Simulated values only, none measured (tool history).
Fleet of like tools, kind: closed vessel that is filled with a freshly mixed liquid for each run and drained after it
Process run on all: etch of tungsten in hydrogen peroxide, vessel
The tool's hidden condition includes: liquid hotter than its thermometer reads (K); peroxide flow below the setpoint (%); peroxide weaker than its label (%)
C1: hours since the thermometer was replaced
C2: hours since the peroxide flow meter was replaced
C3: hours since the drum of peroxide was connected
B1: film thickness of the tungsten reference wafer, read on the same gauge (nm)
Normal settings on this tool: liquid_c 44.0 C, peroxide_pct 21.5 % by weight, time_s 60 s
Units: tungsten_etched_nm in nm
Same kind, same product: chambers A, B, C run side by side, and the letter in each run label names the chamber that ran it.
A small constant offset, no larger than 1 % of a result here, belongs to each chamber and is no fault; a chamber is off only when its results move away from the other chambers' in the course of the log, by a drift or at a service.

{"run": "1C", "hour": 3.8, "liquid_c": 44.0, "peroxide_pct": 21.5, "time_s": 60, "C1": 517.2, "C2": 1613.7, "C3": 234.4, "B1": 130.0, "tungsten_etched_nm": 77.476}
{"hour": 5.2, "done": "chamber C: thermometer replaced"}
{"run": "2B", "hour": 7.8, "liquid_c": 44.0, "peroxide_pct": 21.5, "time_s": 60, "C1": 1782.0, "C2": 69.4, "C3": 1061.0, "B1": 129.98, "tungsten_etched_nm": 78.288}
{"run": "3A", "hour": 14.7, "liquid_c": 44.0, "peroxide_pct": 21.5, "time_s": 60, "C1": 1015.6, "C2": 990.0, "C3": 289.3, "B1": 129.99, "tungsten_etched_nm": 77.545}
{"run": "4C", "hour": 21.7, "liquid_c": 44.0, "peroxide_pct": 21.5, "time_s": 60, "C1": 16.6, "C2": 1631.6, "C3": 252.3, "B1": 129.99, "tungsten_etched_nm": 77.196}
{"run": "5B", "hour": 28.1, "liquid_c": 44.0, "peroxide_pct": 21.5, "time_s": 60, "C1": 1802.3, "C2": 89.7, "C3": 1081.3, "B1": 130.0, "tungsten_etched_nm": 78.414}
{"run": "6A", "hour": 35.1, "liquid_c": 39.0, "peroxide_pct": 21.5, "time_s": 40, "C1": 1036.0, "C2": 1010.4, "C3": 309.7, "B1": 130.03, "tungsten_etched_nm": 37.542}
{"run": "7C", "hour": 39.5, "liquid_c": 39.0, "peroxide_pct": 21.5, "time_s": 40, "C1": 34.4, "C2": 1649.4, "C3": 270.1, "B1": 130.02, "tungsten_etched_nm": 37.391}
{"run": "8B", "hour": 44.4, "liquid_c": 39.0, "peroxide_pct": 21.5, "time_s": 40, "C1": 1818.6, "C2": 106.0, "C3": 1097.6, "B1": 129.95, "tungsten_etched_nm": 38.204}
{"run": "9A", "hour": 48.2, "liquid_c": 44.0, "peroxide_pct": 21.5, "time_s": 60, "C1": 1049.1, "C2": 1023.5, "C3": 322.8, "B1": 129.98, "tungsten_etched_nm": 78.599}
{"run": "10A", "hour": 52.6, "liquid_c": 44.0, "peroxide_pct": 21.5, "time_s": 60, "C1": 1053.5, "C2": 1027.9, "C3": 327.2, "B1": 130.0, "tungsten_etched_nm": 78.029}
{"run": "11B", "hour": 59.2, "liquid_c": 44.0, "peroxide_pct": 21.5, "time_s": 60, "C1": 1833.4, "C2": 120.8, "C3": 1112.4, "B1": 129.99, "tungsten_etched_nm": 78.988}
{"run": "12C", "hour": 66.0, "liquid_c": 44.0, "peroxide_pct": 21.5, "time_s": 60, "C1": 60.9, "C2": 1675.9, "C3": 296.6, "B1": 129.97, "tungsten_etched_nm": 76.968}
{"run": "13A", "hour": 69.7, "liquid_c": 44.0, "peroxide_pct": 21.5, "time_s": 60, "C1": 1070.6, "C2": 1045.0, "C3": 344.3, "B1": 129.96, "tungsten_etched_nm": 78.298}
{"run": "14B", "hour": 75.2, "liquid_c": 44.0, "peroxide_pct": 21.5, "time_s": 60, "C1": 1849.4, "C2": 136.8, "C3": 1128.4, "B1": 129.99, "tungsten_etched_nm": 78.222}
{"run": "15C", "hour": 78.5, "liquid_c": 44.0, "peroxide_pct": 21.5, "time_s": 60, "C1": 73.4, "C2": 1688.4, "C3": 309.1, "B1": 130.0, "tungsten_etched_nm": 76.103}
{"run": "16C", "hour": 83.9, "liquid_c": 44.0, "peroxide_pct": 21.5, "time_s": 60, "C1": 78.8, "C2": 1693.8, "C3": 314.5, "B1": 129.98, "tungsten_etched_nm": 76.938}
{"run": "17B", "hour": 88.8, "liquid_c": 44.0, "peroxide_pct": 21.5, "time_s": 60, "C1": 1863.0, "C2": 150.4, "C3": 1142.0, "B1": 129.96, "tungsten_etched_nm": 77.987}
{"run": "18A", "hour": 95.3, "liquid_c": 47.5, "peroxide_pct": 21.5, "time_s": 60, "C1": 1096.2, "C2": 1070.6, "C3": 369.9, "B1": 129.99, "tungsten_etched_nm": 97.952}
{"run": "19A", "hour": 99.8, "liquid_c": 47.5, "peroxide_pct": 21.5, "time_s": 60, "C1": 1100.7, "C2": 1075.1, "C3": 374.4, "B1": 129.97, "tungsten_etched_nm": 97.132}
{"hour": 104.9, "done": "chamber A: new drum of peroxide connected"}
{"run": "20B", "hour": 106.7, "liquid_c": 47.5, "peroxide_pct": 21.5, "time_s": 60, "C1": 1880.9, "C2": 168.3, "C3": 1159.9, "B1": 130.0, "tungsten_etched_nm": 98.417}
{"hour": 108.4, "done": "chamber B: new drum of peroxide connected"}
{"run": "21C", "hour": 110.2, "liquid_c": 44.0, "peroxide_pct": 21.5, "time_s": 60, "C1": 105.1, "C2": 1720.1, "C3": 340.8, "B1": 130.0, "tungsten_etched_nm": 76.513}
{"run": "22C", "hour": 114.2, "liquid_c": 44.0, "peroxide_pct": 21.5, "time_s": 60, "C1": 109.1, "C2": 1724.1, "C3": 344.8, "B1": 130.02, "tungsten_etched_nm": 75.676}
{"run": "23A", "hour": 118.6, "liquid_c": 44.0, "peroxide_pct": 21.5, "time_s": 60, "C1": 1119.5, "C2": 1093.9, "C3": 13.8, "B1": 130.01, "tungsten_etched_nm": 78.833}
{"run": "24B", "hour": 124.7, "liquid_c": 44.0, "peroxide_pct": 21.5, "time_s": 60, "C1": 1898.9, "C2": 186.3, "C3": 16.4, "B1": 129.96, "tungsten_etched_nm": 78.336}
{"run": "25A", "hour": 128.6, "liquid_c": 44.0, "peroxide_pct": 21.5, "time_s": 60, "C1": 1129.5, "C2": 1103.9, "C3": 23.8, "B1": 130.01, "tungsten_etched_nm": 77.924}
{"run": "26B", "hour": 132.7, "liquid_c": 44.0, "peroxide_pct": 21.5, "time_s": 60, "C1": 1906.9, "C2": 194.3, "C3": 24.4, "B1": 129.99, "tungsten_etched_nm": 79.015}

One chamber off, gauge drift, or nothing amiss beyond the chambers' own small offsets? If it is a chamber, which one, and what is the likeliest cause?

Chamber C drifts away from the others.
Likeliest cause: peroxide weaker than its label (%) = 4.88.
The log may not separate it from: liquid colder than its thermometer reads (K); peroxide flow below the setpoint (%).

Here are 4 candidates for chamber C's next run, each the usual settings with a change, their results left as question marks. Which one brings its results back in line with what the others give on the usual settings?
In-line tolerance around the mean of the other chambers on the usual settings: tungsten_etched_nm 1.100 nm
{"run": "27C-1", "hour": 138.0, "liquid_c": 44.0, "peroxide_pct": 21.0, "time_s": 60, "tungsten_etched_nm": "?"}
{"run": "27C-2", "hour": 138.0, "liquid_c": 43.5, "peroxide_pct": 21.5, "time_s": 60, "tungsten_etched_nm": "?"}
{"run": "27C-3", "hour": 138.0, "liquid_c": 44.5, "peroxide_pct": 21.5, "time_s": 60, "tungsten_etched_nm": "?"}
{"run": "27C-4", "hour": 138.0, "liquid_c": 44.0, "peroxide_pct": 22.0, "time_s": 60, "tungsten_etched_nm": "?"}

The other chambers' mean on the usual settings: tungsten_etched_nm 78.322 nm
run=27C-1 tungsten_etched_nm=74.652
run=27C-2 tungsten_etched_nm=73.230
run=27C-3 tungsten_etched_nm=77.977
run=27C-4 tungsten_etched_nm=76.429
With 27C-3, the chamber falls back in line with the rest.

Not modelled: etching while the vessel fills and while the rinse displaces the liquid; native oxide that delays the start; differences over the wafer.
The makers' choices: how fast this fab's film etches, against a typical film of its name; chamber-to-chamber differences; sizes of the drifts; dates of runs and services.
